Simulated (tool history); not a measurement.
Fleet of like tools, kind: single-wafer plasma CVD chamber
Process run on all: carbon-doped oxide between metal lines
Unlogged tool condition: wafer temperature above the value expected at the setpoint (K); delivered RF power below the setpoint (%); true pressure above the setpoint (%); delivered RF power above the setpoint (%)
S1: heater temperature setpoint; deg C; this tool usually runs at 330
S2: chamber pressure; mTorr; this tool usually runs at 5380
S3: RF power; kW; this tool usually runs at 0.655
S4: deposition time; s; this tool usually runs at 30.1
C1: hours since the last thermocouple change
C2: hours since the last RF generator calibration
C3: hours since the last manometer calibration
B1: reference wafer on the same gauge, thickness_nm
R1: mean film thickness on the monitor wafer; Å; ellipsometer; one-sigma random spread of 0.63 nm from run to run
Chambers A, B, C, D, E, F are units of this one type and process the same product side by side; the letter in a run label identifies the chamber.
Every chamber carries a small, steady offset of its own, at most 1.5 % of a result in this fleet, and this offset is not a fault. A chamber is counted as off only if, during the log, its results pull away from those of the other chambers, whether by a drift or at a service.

-- hour=3.2 chamber C: capacitance manometer re-zeroed and calibrated
run 1A hour=3.8 | S1=330 S2=5380 S3=0.655 S4=30.1 | C1=1748.8 C2=1005.7 C3=2157.8 | B1=211.92 | R1=1936.4
run 2D hour=8.2 | S1=330 S2=5380 S3=0.655 S4=30.1 | C1=301.4 C2=982.8 C3=217 | B1=211.99 | R1=1953.6
run 3F hour=15.3 | S1=330 S2=5380 S3=0.655 S4=30.1 | C1=412.3 C2=890.8 C3=1577.7 | B1=211.82 | R1=1944.5
run 4E hour=20.8 | S1=330 S2=5380 S3=0.655 S4=30.1 | C1=398.3 C2=1598.7 C3=1227.3 | B1=211.89 | R1=1945.8
run 5B hour=26.8 | S1=330 S2=5380 S3=0.655 S4=30.1 | C1=628 C2=1273.5 C3=325.1 | B1=211.97 | R1=1964.1
run 6C hour=30.9 | S1=330 S2=5380 S3=0.655 S4=30.1 | C1=1096 C2=337.3 C3=27.8 | B1=211.96 | R1=1960.3
run 7F hour=35.7 | S1=330 S2=5380 S3=0.655 S4=30.1 | C1=432.7 C2=911.2 C3=1598.1 | B1=212.11 | R1=1942
run 8C hour=43.7 | S1=330 S2=5380 S3=0.655 S4=30.1 | C1=1108.8 C2=350.1 C3=40.6 | B1=212.06 | R1=1957.1
run 9A hour=48.8 | S1=330 S2=5380 S3=0.655 S4=30.1 | C1=1793.8 C2=1050.7 C3=2202.8 | B1=212.13 | R1=1942.3
run 10E hour=53.1 | S1=330 S2=5380 S3=0.655 S4=30.1 | C1=430.6 C2=1631 C3=1259.6 | B1=212.02 | R1=1941.2
run 11D hour=59.1 | S1=319 S2=6450 S3=0.655 S4=30.1 | C1=352.3 C2=1033.7 C3=267.9 | B1=211.99 | R1=2074.4
run 12B hour=67.3 | S1=319 S2=6450 S3=0.655 S4=30.1 | C1=668.5 C2=1314 C3=365.6 | B1=211.97 | R1=2108.5
run 13D hour=73.7 | S1=319 S2=6450 S3=0.655 S4=30.1 | C1=366.9 C2=1048.3 C3=282.5 | B1=211.97 | R1=2067.3
run 14E hour=79.3 | S1=319 S2=6450 S3=0.655 S4=30.1 | C1=456.8 C2=1657.2 C3=1285.8 | B1=212.07 | R1=2062.6
run 15F hour=83.7 | S1=319 S2=6450 S3=0.655 S4=30.1 | C1=480.7 C2=959.2 C3=1646.1 | B1=212.09 | R1=2037.5
run 16A hour=88.6 | S1=319 S2=6450 S3=0.655 S4=30.1 | C1=1833.6 C2=1090.5 C3=2242.6 | B1=211.87 | R1=2066.2
run 17C hour=92.5 | S1=330 S2=5380 S3=0.655 S4=30.1 | C1=1157.6 C2=398.9 C3=89.4 | B1=212.08 | R1=1960.6
-- hour=95 chamber A: RF generator calibrated
run 18B hour=99.5 | S1=330 S2=5380 S3=0.655 S4=30.1 | C1=700.7 C2=1346.2 C3=397.8 | B1=211.91 | R1=1982.3
run 19F hour=106.5 | S1=336 S2=5380 S3=0.705 S4=30.1 | C1=503.5 C2=982 C3=1668.9 | B1=212.05 | R1=1967.6
run 20B hour=114.2 | S1=336 S2=5380 S3=0.705 S4=30.1 | C1=715.4 C2=1360.9 C3=412.5 | B1=212.14 | R1=2030.1
run 21A hour=119.6 | S1=336 S2=5380 S3=0.705 S4=30.1 | C1=1864.6 C2=24.7 C3=2273.6 | B1=211.95 | R1=2008.4
run 22D hour=124.1 | S1=336 S2=5380 S3=0.705 S4=30.1 | C1=417.3 C2=1098.7 C3=332.9 | B1=212.02 | R1=2008
run 23C hour=130.5 | S1=336 S2=5380 S3=0.705 S4=30.1 | C1=1195.6 C2=436.9 C3=127.4 | B1=212.02 | R1=2008.7
run 24E hour=137.3 | S1=336 S2=5380 S3=0.705 S4=30.1 | C1=514.8 C2=1715.2 C3=1343.8 | B1=212.02 | R1=1999.4
run 25A hour=141.2 | S1=330 S2=5380 S3=0.655 S4=30.1 | C1=1886.2 C2=46.3 C3=2295.2 | B1=211.94 | R1=1959.2
run 26C hour=148.7 | S1=330 S2=5380 S3=0.655 S4=30.1 | C1=1213.8 C2=455.1 C3=145.6 | B1=212.06 | R1=1956.5
run 27E hour=156.7 | S1=330 S2=4520 S3=0.655 S4=24.5 | C1=534.2 C2=1734.6 C3=1363.2 | B1=211.95 | R1=1549.1
run 28D hour=161.5 | S1=330 S2=4520 S3=0.655 S4=24.5 | C1=454.7 C2=1136.1 C3=370.3 | B1=211.95 | R1=1555.3
run 29F hour=167.3 | S1=330 S2=4520 S3=0.655 S4=24.5 | C1=564.3 C2=1042.8 C3=1729.7 | B1=212 | R1=1510.6
run 30B hour=174.6 | S1=330 S2=4520 S3=0.655 S4=24.5 | C1=775.8 C2=1421.3 C3=472.9 | B1=212.11 | R1=1570.3
run 31C hour=180 | S1=330 S2=4520 S3=0.655 S4=24.5 | C1=1245.1 C2=486.4 C3=176.9 | B1=211.86 | R1=1564.8
run 32E hour=188.6 | S1=330 S2=4520 S3=0.655 S4=24.5 | C1=566.1 C2=1766.5 C3=1395.1 | B1=211.97 | R1=1552.2
run 33F hour=194.8 | S1=330 S2=5380 S3=0.655 S4=30.1 | C1=591.8 C2=1070.3 C3=1757.2 | B1=212.09 | R1=1887.2
run 34B hour=201.2 | S1=330 S2=5380 S3=0.545 S4=34.6 | C1=802.4 C2=1447.9 C3=499.5 | B1=211.91 | R1=2021.3
run 35D hour=208.2 | S1=330 S2=5380 S3=0.545 S4=34.6 | C1=501.4 C2=1182.8 C3=417 | B1=212.05 | R1=1999.1
run 36A hour=212.3 | S1=330 S2=5380 S3=0.545 S4=34.6 | C1=1957.3 C2=117.4 C3=2366.3 | B1=212.03 | R1=2002.5

Has any chamber moved away from the others, gradually or after a service, or does the common gauge drift, or do the chambers differ only by their own small steady offsets? State the chamber and the most likely cause if one applies.

It is chamber F that slowly wanders off from its peers.
Likeliest cause: delivered RF power below the setpoint (%) = 5.42.

Below are 4 candidate recipes for chamber F's next run, each the usual settings with a change, their results shown as question marks. Which of them brings F's results back in line with what the other chambers give on the usual settings?
In line here means within this much of the mean the other chambers give on the usual settings: R1 22 Å
run 37F-1 hour=218.4 | S1=330 S2=5380 S3=0.655 S4=31.3 | R1=?
run 37F-2 hour=218.4 | S1=330 S2=5380 S3=0.645 S4=29.2 | R1=?
run 37F-3 hour=218.4 | S1=330 S2=5440 S3=0.675 S4=31.7 | R1=?
run 37F-4 hour=218.4 | S1=331 S2=5380 S3=0.635 S4=28.5 | R1=?

Usual-settings mean across the other chambers: R1 1958.2 Å
run=37F-1 R1=1958.4
run=37F-2 R1=1812.3
run=37F-3 R1=2021.9
run=37F-4 R1=1747.4
37F-1 brings the chamber back in line.

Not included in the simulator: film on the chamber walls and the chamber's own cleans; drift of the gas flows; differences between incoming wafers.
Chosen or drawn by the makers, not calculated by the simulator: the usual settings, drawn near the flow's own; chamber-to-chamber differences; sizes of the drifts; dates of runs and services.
